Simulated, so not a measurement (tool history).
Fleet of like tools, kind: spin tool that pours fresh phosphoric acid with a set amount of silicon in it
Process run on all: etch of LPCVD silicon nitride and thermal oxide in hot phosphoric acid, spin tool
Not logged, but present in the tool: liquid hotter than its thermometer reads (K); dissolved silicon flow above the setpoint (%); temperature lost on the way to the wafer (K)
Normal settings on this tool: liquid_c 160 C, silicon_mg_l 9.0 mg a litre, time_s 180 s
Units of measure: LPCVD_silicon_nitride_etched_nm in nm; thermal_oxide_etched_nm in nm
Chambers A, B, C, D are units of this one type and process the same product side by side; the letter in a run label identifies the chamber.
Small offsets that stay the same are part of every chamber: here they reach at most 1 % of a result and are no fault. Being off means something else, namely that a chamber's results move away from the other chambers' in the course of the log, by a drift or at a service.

run	hour	liquid_c	silicon_mg_l	time_s	hours since the thermometer was replaced	hours since the dissolved silicon flow meter was replaced	hours since the heated supply line was repaired	read-back film thickness of the LPCVD silicon nitride reference wafer, read on the same gauge (nm)	read-back film thickness of the thermal oxide reference wafer, read on the same gauge (nm)	LPCVD_silicon_nitride_etched_nm	thermal_oxide_etched_nm
1C	8.5	160	9.0	180	258.4	935.1	437.6	109.97	70.019	18.1980	0.41209
2A	19.0	160	9.0	180	2243.5	488.6	1011.8	110.03	70.014	18.5250	0.45960
3D	32.4	160	9.0	180	99.9	629.0	571.0	110.02	69.940	18.3450	0.48297
4B	40.0	160	9.0	180	968.6	645.2	1644.3	110.02	70.000	18.0870	0.43107
5D	52.6	160	9.0	180	120.1	649.2	591.2	109.98	70.009	18.1390	0.40824
6C	61.5	160	9.0	180	311.4	988.1	490.6	109.98	69.968	18.5380	0.42288
7B	72.6	160	9.0	180	1001.2	677.8	1676.9	110.02	70.028	18.2180	0.44294
8A	86.0	160	4.5	85	2310.5	555.6	1078.8	109.97	70.007	8.7661	0.23927
9D	95.3	160	4.5	85	162.8	691.9	633.9	109.96	70.015	8.4868	0.21578
10C	105.1	160	4.5	85	355.0	1031.7	534.2	109.96	70.010	8.5837	0.21433
# hour 116.9: chamber A: dissolved silicon flow meter replaced
11A	118.1	160	4.5	85	2342.6	1.2	1110.9	110.01	70.003	8.7245	0.23161
12B	125.7	158	9.0	265	1054.3	730.9	1730.0	110.00	70.011	24.8980	0.52041
13A	135.8	158	9.0	265	2360.3	18.9	1128.6	109.98	69.987	25.7590	0.59373
14D	147.0	158	9.0	265	214.5	743.6	685.6	110.01	70.008	24.6610	0.58108
15B	159.1	158	9.0	265	1087.7	764.3	1763.4	109.99	70.049	24.6710	0.56649
# hour 167.8: chamber A: thermometer replaced
16C	168.0	160	9.0	180	417.9	1094.6	597.1	110.02	69.994	18.4040	0.39920
17A	182.0	160	9.0	180	14.2	65.1	1174.8	110.01	69.971	18.4820	0.48078
18D	193.1	160	9.0	180	260.6	789.7	731.7	109.97	70.028	17.3570	0.44546
19C	207.1	160	9.0	180	457.0	1133.7	636.2	110.00	69.983	18.5440	0.48354
20B	221.0	160	9.0	180	1149.6	826.2	1825.3	110.04	70.017	18.2510	0.50088
21B	236.1	160	9.0	180	1164.7	841.3	1840.4	109.98	69.976	18.1860	0.41668
22D	245.4	160	9.0	180	312.9	842.0	784.0	110.01	70.022	17.1610	0.36286
23C	253.7	160	9.0	180	503.6	1180.3	682.8	110.00	69.998	18.4490	0.39189
24A	267.1	160	9.0	180	99.3	150.2	1259.9	110.04	69.983	18.3750	0.42121
25B	281.7	160	9.0	180	1210.3	886.9	1886.0	110.01	69.993	18.1950	0.44928
26D	288.9	160	9.0	180	356.4	885.5	827.5	110.01	70.010	16.8730	0.35748
27C	297.1	162	3.0	180	547.0	1223.7	726.2	109.99	69.982	19.8660	0.60107

Does one chamber stand apart from the rest, does the shared gauge drift, or is all well apart from small per-chamber offsets? Give the chamber and the most likely cause, where there is one.

It is chamber D that slowly wanders off from its peers.
What lies behind it: temperature lost on the way to the wafer (K) = 2.59.
The log may not separate it from: liquid colder than its thermometer reads (K).

Below are 4 candidate recipes for chamber D's next run, each the usual settings with a change, their results shown as question marks. Which of them brings D's results back in line with what the other chambers give on the usual settings?
Counts as in line when no further than this from what the other chambers average on the usual settings: LPCVD_silicon_nitride_etched_nm 0.4500 nm; thermal_oxide_etched_nm 0.11000 nm
28D-1	309.0	159.0	11.5	170						?	?
28D-2	309.0	161.0	6.5	190						?	?
28D-3	309.0	159.5	10.5	175						?	?
28D-4	309.0	160.5	7.5	185						?	?

Average result of the remaining chambers running the usual settings: LPCVD_silicon_nitride_etched_nm 18.2920 nm; thermal_oxide_etched_nm 0.44245 nm
run	LPCVD_silicon_nitride_etched_nm	thermal_oxide_etched_nm
28D-1	15.2040	0.28631
28D-2	18.2000	0.41513
28D-3	15.9200	0.31307
28D-4	17.4180	0.38107
28D-2 puts the chamber back in line with the other chambers.
